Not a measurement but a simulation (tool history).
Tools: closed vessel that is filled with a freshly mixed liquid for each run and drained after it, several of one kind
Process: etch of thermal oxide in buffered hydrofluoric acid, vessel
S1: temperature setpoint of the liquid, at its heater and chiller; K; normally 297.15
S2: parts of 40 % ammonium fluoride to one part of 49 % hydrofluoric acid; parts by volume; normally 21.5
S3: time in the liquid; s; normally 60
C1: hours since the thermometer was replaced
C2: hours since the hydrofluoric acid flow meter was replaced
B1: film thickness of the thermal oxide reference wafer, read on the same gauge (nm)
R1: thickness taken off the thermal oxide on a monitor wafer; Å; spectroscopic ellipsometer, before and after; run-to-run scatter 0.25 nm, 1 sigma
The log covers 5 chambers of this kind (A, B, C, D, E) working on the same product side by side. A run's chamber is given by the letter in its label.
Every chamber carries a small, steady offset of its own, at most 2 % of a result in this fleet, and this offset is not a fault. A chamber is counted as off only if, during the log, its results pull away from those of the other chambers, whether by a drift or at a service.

run   hour      S1    S2  S3      C1      C2      B1      R1
 1C    9.2  297.15  21.5  60   825.5  1676.8  80.002  338.37
 2A   15.7  297.15  21.5  60   454.6   278.7  80.000  334.18
 3E   20.4  297.15  21.5  60  1398.7   321.0  80.009  343.40
 4D   26.2  297.15  21.5  60  1226.5   469.7  80.015  340.05
 5B   34.3  297.15  28.0  90  2222.9   182.1  79.996  426.78
 6C   38.9  297.15  28.0  90   855.2  1706.5  80.006  427.97
 7D   47.4  297.15  28.0  90  1247.7   490.9  80.009  424.29
 8B   55.6  297.15  28.0  90  2244.2   203.4  79.995  421.87
 9E   64.7  297.15  28.0  90  1443.0   365.3  80.011  428.82
10A   73.5  297.15  21.5  60   512.4   336.5  79.989  334.23
11E   79.4  297.15  21.5  60  1457.7   380.0  79.985  344.69
12C   86.6  297.15  21.5  60   902.9  1754.2  80.015  340.99
13A   91.1  297.15  21.5  60   530.0   354.1  79.993  333.20
14B   98.0  297.15  21.5  60  2286.6   245.8  79.991  338.41
15D  106.4  297.15  21.5  60  1306.7   549.9  79.994  335.98
16B  111.7  297.15  21.5  60  2300.3   259.5  79.983  338.41
     116.0  -- chamber D: thermometer replaced
17D  118.2  297.15  21.5  60     2.2   561.7  79.987  344.72
18A  127.8  297.15  21.5  60   566.7   390.8  80.010  334.44
19C  132.9  297.15  21.5  60   949.2  1800.5  79.999  344.67
20E  141.3  297.15  21.5  60  1519.6   441.9  79.996  337.97
21B  145.7  299.15  30.0  60  2334.3   293.5  80.012  302.13
22C  150.1  299.15  30.0  60   966.4  1817.7  79.968  302.23
23D  155.9  299.15  30.0  60    39.9   599.4  80.006  305.51
24A  163.6  299.15  30.0  60   602.5   426.6  79.978  298.22
25E  169.1  299.15  30.0  60  1547.4   469.7  79.996  303.50
26E  174.0  297.15  21.5  60  1552.3   474.6  80.008  346.20
27C  183.0  297.15  21.5  60   999.3  1850.6  80.000  339.98
28B  191.9  297.15  21.5  60  2380.5   339.7  79.996  337.53
29D  198.1  297.15  21.5  60    82.1   641.6  79.984  350.01
30A  203.7  297.15  21.5  60   642.6   466.7  80.002  339.69
31C  210.7  297.15  21.5  60  1027.0  1878.3  80.011  343.88
     212.2  -- chamber C: hydrofluoric acid flow meter replaced
32D  217.3  297.15  21.5  60   101.3   660.8  79.999  356.83
33B  223.6  297.15  21.5  60  2412.2   371.4  79.984  342.97
34E  228.1  294.15  21.5  40  1606.4   528.7  79.998  192.19
35A  235.7  294.15  21.5  40   674.6   498.7  79.991  191.28
36E  243.0  294.15  21.5  40  1621.3   543.6  80.019  192.07
37B  250.3  294.15  21.5  40  2438.9   398.1  80.001  193.90
38C  255.0  294.15  21.5  40  1071.3    42.8  79.991  189.90
39D  259.7  297.15  21.5  60   143.7   703.2  80.011  354.93
40A  266.8  297.15  21.5  60   705.7   529.8  80.001  335.31
41E  273.4  297.15  21.5  60  1651.7   574.0  80.005  344.22
42C  277.6  297.15  26.0  60  1093.9    65.4  80.006  296.66
43D  282.1  297.15  26.0  60   166.1   725.6  80.006  314.86
44A  287.7  297.15  26.0  60   726.6   550.7  79.992  293.55

Has any chamber moved away from the others, gradually or after a service, or does the common gauge drift, or do the chambers differ only by their own small steady offsets? State the chamber and the most likely cause if one applies.

One chamber, D, drifts off from the rest bit by bit.
Cause: hydrofluoric acid flow above the setpoint (%) = 10.3.

Chamber D could run next with any of the 4 candidate recipes listed below; each alters the usual settings, and their results appear as question marks. Which one brings its results back in line with what the other chambers deliver on the usual settings?
In line means no further than this from the other chambers' mean on the usual settings: R1 8.60 Å
45D-1  294.8  297.15  21.5  65               ?
45D-2  294.8  297.15  21.0  60               ?
45D-3  294.8  296.65  22.5  60               ?
45D-4  294.8  296.65  21.5  60               ?

On the usual settings, the other chambers give on average: R1 338.99 Å
  run      R1
45D-1  395.18
45D-2  373.48
45D-3  341.38
45D-4  355.12
The right change is 45D-3: it brings the chamber back within the allowed miss of the others.
